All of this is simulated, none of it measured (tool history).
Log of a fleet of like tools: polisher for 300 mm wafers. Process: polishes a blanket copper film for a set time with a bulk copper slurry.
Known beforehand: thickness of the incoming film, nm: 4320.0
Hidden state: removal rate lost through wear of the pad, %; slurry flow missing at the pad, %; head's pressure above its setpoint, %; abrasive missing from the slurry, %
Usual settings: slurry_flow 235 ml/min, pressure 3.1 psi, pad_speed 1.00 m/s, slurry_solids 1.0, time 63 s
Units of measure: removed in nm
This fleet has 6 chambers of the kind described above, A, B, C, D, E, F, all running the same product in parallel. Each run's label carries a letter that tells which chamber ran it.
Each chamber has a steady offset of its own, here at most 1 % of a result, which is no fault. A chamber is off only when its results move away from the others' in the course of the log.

run,hour,slurry_flow,pressure,pad_speed,slurry_solids,time,wafers polished on this pad,hours since the slurry nozzle was cleaned,hours since the head pressure was calibrated,hours since the slurry blender was calibrated,removed
1C,9.1,235,3.1,1.00,1.0,63,279,577.6,386.0,55.4,528.49
# hour 9.5: chamber E: worn pad replaced by a new one
2D,18.4,235,3.1,1.00,1.0,63,1087,30.4,124.2,117.9,522.91
3E,28.5,235,3.1,1.00,1.0,63,134,441.9,935.5,242.4,523.85
# hour 32.7: chamber B: worn pad replaced by a new one
# hour 33.1: chamber A: slurry blender recalibrated
4A,36.3,235,3.1,1.00,1.0,63,660,72.3,1196.7,3.3,523.90
# hour 36.8: chamber B: slurry nozzle cleaned
# hour 38.1: chamber D: worn pad replaced by a new one
# hour 46.3: chamber E: slurry nozzle cleaned
5B,49.1,235,3.1,1.00,1.0,63,115,12.4,1237.1,169.1,520.75
# hour 50.7: chamber F: worn pad replaced by a new one
6F,63.4,235,3.1,1.00,1.0,63,89,405.8,258.8,70.1,526.94
# hour 64.7: chamber E: slurry blender recalibrated
7D,72.3,235,3.1,1.00,1.0,63,240,84.3,178.1,171.8,526.41
8C,79.2,235,3.1,1.00,1.0,63,771,647.7,456.1,125.5,527.56
# hour 88.6: chamber C: worn pad replaced by a new one
9A,93.9,235,3.1,1.00,1.0,63,1064,129.9,1254.3,60.9,529.76
10B,100.9,235,3.1,1.00,1.0,63,479,64.2,1288.9,220.9,536.62
# hour 109.5: chamber A: head pressure recalibrated
11E,111.6,235,4.1,1.00,1.1,63,717,65.4,1018.6,46.9,715.52
# hour 115.5: chamber B: worn pad replaced by a new one
12F,118.8,235,4.1,1.00,1.1,63,478,461.2,314.2,125.5,701.37
# hour 118.9: chamber C: slurry blender recalibrated
13E,125.7,235,4.1,1.00,1.1,63,816,79.5,1032.7,61.0,712.28
# hour 134.0: chamber A: worn pad replaced by a new one
# hour 134.0: chamber B: slurry blender recalibrated
14A,134.2,235,4.1,1.00,1.1,63,1,170.2,24.7,101.2,709.05
15B,144.3,235,4.1,1.00,1.1,63,202,107.6,1332.3,10.4,731.43
16F,157.0,235,4.1,1.00,1.1,63,746,499.4,352.4,163.7,717.17
17C,170.9,235,3.1,1.00,1.0,63,578,739.4,547.8,52.0,521.29
# hour 173.5: chamber F: worn pad replaced by a new one
# hour 174.1: chamber B: head pressure recalibrated
18D,183.3,235,3.1,1.00,1.0,63,1020,195.3,289.1,282.8,527.13
# hour 185.3: chamber C: slurry nozzle cleaned
19D,191.7,235,3.1,1.00,1.0,63,1079,203.7,297.5,291.2,527.14
# hour 196.3: chamber E: worn pad replaced by a new one
# hour 201.3: chamber A: slurry blender recalibrated
# hour 203.9: chamber C: worn pad replaced by a new one
20E,204.0,235,3.1,1.00,1.0,63,54,157.8,1111.0,139.3,535.11
# hour 207.8: chamber E: head pressure recalibrated
21B,212.1,235,3.1,1.00,1.0,63,679,175.4,38.0,78.2,521.71
# hour 214.0: chamber B: worn pad replaced by a new one
# hour 217.2: chamber D: worn pad replaced by a new one
# hour 221.3: chamber D: head pressure recalibrated
22F,224.6,235,2.5,1.00,1.0,63,359,567.0,420.0,231.3,435.75
23C,233.6,235,2.5,1.00,1.0,63,209,48.4,610.5,114.7,432.33
# hour 239.5: chamber D: slurry blender recalibrated
24A,240.2,235,2.5,1.00,1.0,63,746,276.2,130.7,39.0,435.44
25B,254.4,235,2.5,1.00,1.0,63,284,217.7,80.3,120.5,435.76
26D,261.6,235,2.5,1.00,1.0,63,312,273.6,40.4,22.2,418.85
27F,273.3,235,2.5,1.00,1.0,63,701,615.7,468.7,280.0,430.51
28C,286.0,235,3.1,1.00,1.0,63,577,100.8,662.9,167.1,528.32
# hour 289.7: chamber B: worn pad replaced by a new one
29A,294.2,235,3.1,1.00,1.0,63,1125,330.2,184.7,93.0,534.24
30E,301.5,235,2.6,0.86,1.0,63,739,255.3,93.7,236.8,433.64
# hour 302.0: chamber A: worn pad replaced by a new one
# hour 306.5: chamber F: worn pad replaced by a new one
31F,312.0,235,2.6,0.86,1.0,63,38,654.4,507.4,318.7,374.75
# hour 314.4: chamber B: slurry nozzle cleaned
32C,321.2,235,2.6,0.86,1.0,63,824,136.0,698.1,202.3,384.55
# hour 328.8: chamber C: worn pad replaced by a new one
# hour 331.1: chamber C: slurry blender recalibrated
33A,335.0,235,2.6,0.86,1.0,63,232,371.0,225.5,133.8,385.97
34B,344.3,235,2.6,0.86,1.0,63,383,30.0,170.2,210.4,386.01
# hour 346.9: chamber B: slurry blender recalibrated
# hour 347.9: chamber C: head pressure recalibrated
35E,358.9,235,2.6,0.86,1.0,63,1143,312.7,151.1,294.2,425.29
36D,369.8,210,3.5,1.00,1.0,63,1072,381.8,148.6,130.4,583.27
37E,380.0,210,3.5,1.00,1.0,63,1291,333.8,172.2,315.3,654.24
# hour 390.0: chamber B: worn pad replaced by a new one
38B,390.3,210,3.5,1.00,1.0,63,2,76.0,216.2,43.5,593.04
# hour 390.6: chamber D: worn pad replaced by a new one
# hour 393.9: chamber A: slurry blender recalibrated
39F,403.8,210,3.5,1.00,1.0,63,683,746.2,599.2,410.5,589.19
40C,411.1,210,3.5,1.00,1.0,63,578,225.9,63.3,80.0,588.72
41A,417.9,210,3.5,1.00,1.0,63,814,453.9,308.4,24.0,599.14
42D,429.5,235,3.1,1.00,1.0,63,273,441.5,208.3,190.1,523.61
43D,441.4,300,3.1,0.72,1.0,63,357,453.4,220.2,202.0,393.05

All chambers now run identical settings, listed one chamber a line with results as question marks. What results will each chamber show?
44A,452.0,235,3.1,1.00,1.0,63,,,,,?
44B,452.0,235,3.1,1.00,1.0,63,,,,,?
44C,452.0,235,3.1,1.00,1.0,63,,,,,?
44D,452.0,235,3.1,1.00,1.0,63,,,,,?
44E,452.0,235,3.1,1.00,1.0,63,,,,,?
44F,452.0,235,3.1,1.00,1.0,63,,,,,?

run,removed
44A,530.58
44B,527.16
44C,527.01
44D,520.31
44E,588.48
44F,527.75

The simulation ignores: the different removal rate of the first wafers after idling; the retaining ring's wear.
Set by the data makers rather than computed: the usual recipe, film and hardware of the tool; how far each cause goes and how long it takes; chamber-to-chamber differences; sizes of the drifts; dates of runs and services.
